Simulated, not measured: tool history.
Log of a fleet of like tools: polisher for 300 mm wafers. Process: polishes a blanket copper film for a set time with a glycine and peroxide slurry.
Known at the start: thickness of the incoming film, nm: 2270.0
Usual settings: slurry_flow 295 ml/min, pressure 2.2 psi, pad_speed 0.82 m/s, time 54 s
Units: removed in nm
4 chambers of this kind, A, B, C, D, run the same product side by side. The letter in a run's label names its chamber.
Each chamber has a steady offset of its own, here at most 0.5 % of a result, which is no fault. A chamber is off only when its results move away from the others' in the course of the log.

{"hour": 6.4, "done": "chamber B: head pressure recalibrated"}
{"run": "1C", "hour": 9.8, "slurry_flow": 295, "pressure": 2.2, "pad_speed": 0.82, "time": 54, "removed": 181.05}
{"hour": 12.6, "done": "chamber D: head pressure recalibrated"}
{"run": "2A", "hour": 17.5, "slurry_flow": 295, "pressure": 2.2, "pad_speed": 0.82, "time": 54, "removed": 175.94}
{"run": "3D", "hour": 30.7, "slurry_flow": 295, "pressure": 2.2, "pad_speed": 0.82, "time": 54, "removed": 179.52}
{"run": "4B", "hour": 39.8, "slurry_flow": 295, "pressure": 2.2, "pad_speed": 0.82, "time": 54, "removed": 178.37}
{"run": "5A", "hour": 51.6, "slurry_flow": 295, "pressure": 2.2, "pad_speed": 0.82, "time": 54, "removed": 178.08}
{"run": "6C", "hour": 59.9, "slurry_flow": 295, "pressure": 2.2, "pad_speed": 0.82, "time": 54, "removed": 180.39}
{"run": "7B", "hour": 72.8, "slurry_flow": 295, "pressure": 2.2, "pad_speed": 0.82, "time": 54, "removed": 178.49}
{"hour": 74.8, "done": "chamber B: worn pad replaced by a new one"}
{"run": "8D", "hour": 86.6, "slurry_flow": 295, "pressure": 2.2, "pad_speed": 0.82, "time": 54, "removed": 175.85}
{"hour": 91.0, "done": "chamber A: worn pad replaced by a new one"}
{"hour": 91.5, "done": "chamber D: slurry nozzle cleaned"}
{"hour": 93.1, "done": "chamber C: worn pad replaced by a new one"}
{"run": "9B", "hour": 95.5, "slurry_flow": 295, "pressure": 2.2, "pad_speed": 0.82, "time": 54, "removed": 179.27}
{"run": "10D", "hour": 106.4, "slurry_flow": 295, "pressure": 2.2, "pad_speed": 0.82, "time": 54, "removed": 174.52}
{"run": "11C", "hour": 116.8, "slurry_flow": 295, "pressure": 2.2, "pad_speed": 0.82, "time": 54, "removed": 180.85}
{"hour": 126.6, "done": "chamber B: slurry nozzle cleaned"}
{"run": "12A", "hour": 131.4, "slurry_flow": 295, "pressure": 2.2, "pad_speed": 0.82, "time": 54, "removed": 178.44}
{"run": "13B", "hour": 142.6, "slurry_flow": 295, "pressure": 2.2, "pad_speed": 0.82, "time": 54, "removed": 178.43}
{"run": "14C", "hour": 152.5, "slurry_flow": 295, "pressure": 2.2, "pad_speed": 0.82, "time": 54, "removed": 178.9}
{"hour": 161.2, "done": "chamber A: head pressure recalibrated"}
{"hour": 162.5, "done": "chamber B: worn pad replaced by a new one"}
{"run": "15D", "hour": 164.0, "slurry_flow": 295, "pressure": 2.2, "pad_speed": 0.94, "time": 54, "removed": 191.09}
{"hour": 170.4, "done": "chamber C: worn pad replaced by a new one"}
{"run": "16A", "hour": 175.0, "slurry_flow": 295, "pressure": 2.2, "pad_speed": 0.94, "time": 54, "removed": 196.46}
{"run": "17C", "hour": 183.2, "slurry_flow": 295, "pressure": 2.2, "pad_speed": 0.94, "time": 54, "removed": 202.5}
{"run": "18B", "hour": 197.6, "slurry_flow": 295, "pressure": 2.2, "pad_speed": 0.94, "time": 54, "removed": 199.39}
{"run": "19D", "hour": 209.3, "slurry_flow": 295, "pressure": 2.2, "pad_speed": 0.82, "time": 54, "removed": 167.95}
{"run": "20A", "hour": 217.7, "slurry_flow": 295, "pressure": 2.2, "pad_speed": 0.82, "time": 54, "removed": 177.5}
{"run": "21B", "hour": 226.1, "slurry_flow": 295, "pressure": 2.2, "pad_speed": 0.82, "time": 54, "removed": 179.47}
{"run": "22D", "hour": 233.4, "slurry_flow": 295, "pressure": 2.2, "pad_speed": 0.82, "time": 54, "removed": 166.71}
{"run": "23A", "hour": 245.3, "slurry_flow": 295, "pressure": 2.2, "pad_speed": 0.82, "time": 54, "removed": 178.13}
{"run": "24C", "hour": 252.4, "slurry_flow": 295, "pressure": 2.2, "pad_speed": 0.82, "time": 54, "removed": 180.78}
{"hour": 256.2, "done": "chamber C: worn pad replaced by a new one"}
{"hour": 257.0, "done": "chamber B: worn pad replaced by a new one"}
{"run": "25B", "hour": 260.4, "slurry_flow": 295, "pressure": 2.2, "pad_speed": 0.82, "time": 54, "removed": 180.34}
{"hour": 263.9, "done": "chamber A: worn pad replaced by a new one"}
{"hour": 268.5, "done": "chamber D: slurry nozzle cleaned"}
{"run": "26C", "hour": 274.5, "slurry_flow": 295, "pressure": 2.2, "pad_speed": 0.82, "time": 54, "removed": 180.64}
{"run": "27D", "hour": 288.8, "slurry_flow": 295, "pressure": 2.2, "pad_speed": 0.82, "time": 54, "removed": 164.04}
{"run": "28A", "hour": 295.6, "slurry_flow": 295, "pressure": 2.2, "pad_speed": 0.82, "time": 54, "removed": 177.35}
{"run": "29C", "hour": 305.0, "slurry_flow": 260, "pressure": 2.2, "pad_speed": 0.66, "time": 54, "removed": 152.15}
{"run": "30B", "hour": 318.3, "slurry_flow": 260, "pressure": 2.2, "pad_speed": 0.66, "time": 54, "removed": 150.48}
{"run": "31D", "hour": 328.1, "slurry_flow": 260, "pressure": 2.2, "pad_speed": 0.66, "time": 54, "removed": 136.91}
{"run": "32A", "hour": 339.1, "slurry_flow": 260, "pressure": 2.2, "pad_speed": 0.66, "time": 54, "removed": 150.05}
{"run": "33A", "hour": 351.5, "slurry_flow": 295, "pressure": 2.2, "pad_speed": 0.82, "time": 54, "removed": 178.59}

Next, every chamber runs the same settings. What will each give?
{"run": "34A", "hour": 362.1, "slurry_flow": 295, "pressure": 2.2, "pad_speed": 0.82, "time": 54, "removed": "?"}
{"run": "34B", "hour": 362.1, "slurry_flow": 295, "pressure": 2.2, "pad_speed": 0.82, "time": 54, "removed": "?"}
{"run": "34C", "hour": 362.1, "slurry_flow": 295, "pressure": 2.2, "pad_speed": 0.82, "time": 54, "removed": "?"}
{"run": "34D", "hour": 362.1, "slurry_flow": 295, "pressure": 2.2, "pad_speed": 0.82, "time": 54, "removed": "?"}

run=34A removed=178.00
run=34B removed=178.55
run=34C removed=181.40
run=34D removed=161.08
